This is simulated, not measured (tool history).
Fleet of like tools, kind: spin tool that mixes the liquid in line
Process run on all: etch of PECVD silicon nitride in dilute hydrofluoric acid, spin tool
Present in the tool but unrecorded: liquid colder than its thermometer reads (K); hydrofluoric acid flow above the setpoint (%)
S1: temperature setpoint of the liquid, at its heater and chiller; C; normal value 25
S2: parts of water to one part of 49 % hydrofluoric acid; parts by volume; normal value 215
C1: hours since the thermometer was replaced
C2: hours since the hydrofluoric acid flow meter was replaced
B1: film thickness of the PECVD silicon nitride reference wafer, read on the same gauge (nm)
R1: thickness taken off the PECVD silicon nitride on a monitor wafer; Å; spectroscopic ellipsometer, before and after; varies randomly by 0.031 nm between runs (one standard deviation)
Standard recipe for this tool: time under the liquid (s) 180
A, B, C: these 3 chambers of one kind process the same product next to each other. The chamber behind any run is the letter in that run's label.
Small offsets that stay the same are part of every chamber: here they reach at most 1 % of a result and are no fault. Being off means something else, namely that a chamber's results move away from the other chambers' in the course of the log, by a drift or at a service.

{"run": "1A", "day": 0.283, "S1": 25, "S2": 215, "time under the liquid (s)": 180, "C1": 1553, "C2": 536.5, "B1": 90.003, "R1": 36.698}
{"run": "2B", "day": 0.558, "S1": 25, "S2": 215, "time under the liquid (s)": 180, "C1": 36.8, "C2": 720.7, "B1": 90.024, "R1": 37.05}
{"run": "3C", "day": 0.771, "S1": 25, "S2": 215, "time under the liquid (s)": 180, "C1": 68.2, "C2": 1537.5, "B1": 90.013, "R1": 37.04}
{"run": "4A", "day": 1.038, "S1": 25, "S2": 215, "time under the liquid (s)": 180, "C1": 1571.1, "C2": 554.6, "B1": 89.973, "R1": 36.252}
{"run": "5B", "day": 1.288, "S1": 25, "S2": 215, "time under the liquid (s)": 180, "C1": 54.3, "C2": 738.2, "B1": 90.005, "R1": 36.985}
{"run": "6C", "day": 1.612, "S1": 23, "S2": 215, "time under the liquid (s)": 180, "C1": 88.4, "C2": 1557.7, "B1": 90.004, "R1": 32.613}
{"run": "7C", "day": 1.775, "S1": 23, "S2": 215, "time under the liquid (s)": 180, "C1": 92.3, "C2": 1561.6, "B1": 90.028, "R1": 32.286}
{"run": "8B", "day": 2.067, "S1": 23, "S2": 215, "time under the liquid (s)": 180, "C1": 73, "C2": 756.9, "B1": 89.995, "R1": 32.121}
{"run": "9A", "day": 2.396, "S1": 25, "S2": 215, "time under the liquid (s)": 180, "C1": 1603.7, "C2": 587.2, "B1": 90.004, "R1": 36.754}
{"run": "10A", "day": 2.717, "S1": 25, "S2": 215, "time under the liquid (s)": 180, "C1": 1611.4, "C2": 594.9, "B1": 90.023, "R1": 37.008}
{"run": "11C", "day": 3.025, "S1": 30, "S2": 215, "time under the liquid (s)": 180, "C1": 122.3, "C2": 1591.6, "B1": 89.998, "R1": 49.962}
{"run": "12B", "day": 3.221, "S1": 30, "S2": 215, "time under the liquid (s)": 180, "C1": 100.7, "C2": 784.6, "B1": 89.995, "R1": 49.986}
{"run": "13B", "day": 3.558, "S1": 30, "S2": 215, "time under the liquid (s)": 180, "C1": 108.8, "C2": 792.7, "B1": 89.997, "R1": 50.172}
{"run": "14A", "day": 3.896, "S1": 25, "S2": 215, "time under the liquid (s)": 180, "C1": 1639.7, "C2": 623.2, "B1": 90.005, "R1": 37.868}
{"run": "15C", "day": 4.1, "S1": 25, "S2": 215, "time under the liquid (s)": 180, "C1": 148.1, "C2": 1617.4, "B1": 89.979, "R1": 36.344}
{"run": "16C", "day": 4.4, "S1": 25, "S2": 215, "time under the liquid (s)": 180, "C1": 155.3, "C2": 1624.6, "B1": 89.969, "R1": 36.207}
{"run": "17B", "day": 4.638, "S1": 25, "S2": 215, "time under the liquid (s)": 180, "C1": 134.7, "C2": 818.6, "B1": 89.998, "R1": 36.844}
{"run": "18A", "day": 4.962, "S1": 25, "S2": 215, "time under the liquid (s)": 180, "C1": 1665.3, "C2": 648.8, "B1": 90.028, "R1": 38.585}
{"run": "19C", "day": 5.233, "S1": 25, "S2": 275, "time under the liquid (s)": 215, "C1": 175.3, "C2": 1644.6, "B1": 90.013, "R1": 34.436}
{"run": "20B", "day": 5.458, "S1": 25, "S2": 275, "time under the liquid (s)": 215, "C1": 154.4, "C2": 838.3, "B1": 90.02, "R1": 34.244}
{"run": "21A", "day": 5.804, "S1": 25, "S2": 275, "time under the liquid (s)": 215, "C1": 1685.5, "C2": 669, "B1": 89.993, "R1": 35.736}
{"run": "22B", "day": 5.988, "S1": 25, "S2": 215, "time under the liquid (s)": 180, "C1": 167.1, "C2": 851, "B1": 89.987, "R1": 37.027}
{"run": "23A", "day": 6.225, "S1": 25, "S2": 215, "time under the liquid (s)": 180, "C1": 1695.6, "C2": 679.1, "B1": 89.989, "R1": 38.343}
{"run": "24C", "day": 6.517, "S1": 25, "S2": 215, "time under the liquid (s)": 180, "C1": 206.1, "C2": 1675.4, "B1": 90.015, "R1": 36.608}
{"run": "25C", "day": 6.812, "S1": 25, "S2": 215, "time under the liquid (s)": 180, "C1": 213.2, "C2": 1682.5, "B1": 89.997, "R1": 36.353}

Each of the 3 chambers runs these same settings next. Fill in every chamber's results:
{"run": "26A", "day": 7.062, "S1": 25, "S2": 165, "time under the liquid (s)": 180, "R1": "?"}
{"run": "26B", "day": 7.062, "S1": 25, "S2": 165, "time under the liquid (s)": 180, "R1": "?"}
{"run": "26C", "day": 7.062, "S1": 25, "S2": 165, "time under the liquid (s)": 180, "R1": "?"}

run=26A R1=49.801
run=26B R1=48.35
run=26C R1=47.366

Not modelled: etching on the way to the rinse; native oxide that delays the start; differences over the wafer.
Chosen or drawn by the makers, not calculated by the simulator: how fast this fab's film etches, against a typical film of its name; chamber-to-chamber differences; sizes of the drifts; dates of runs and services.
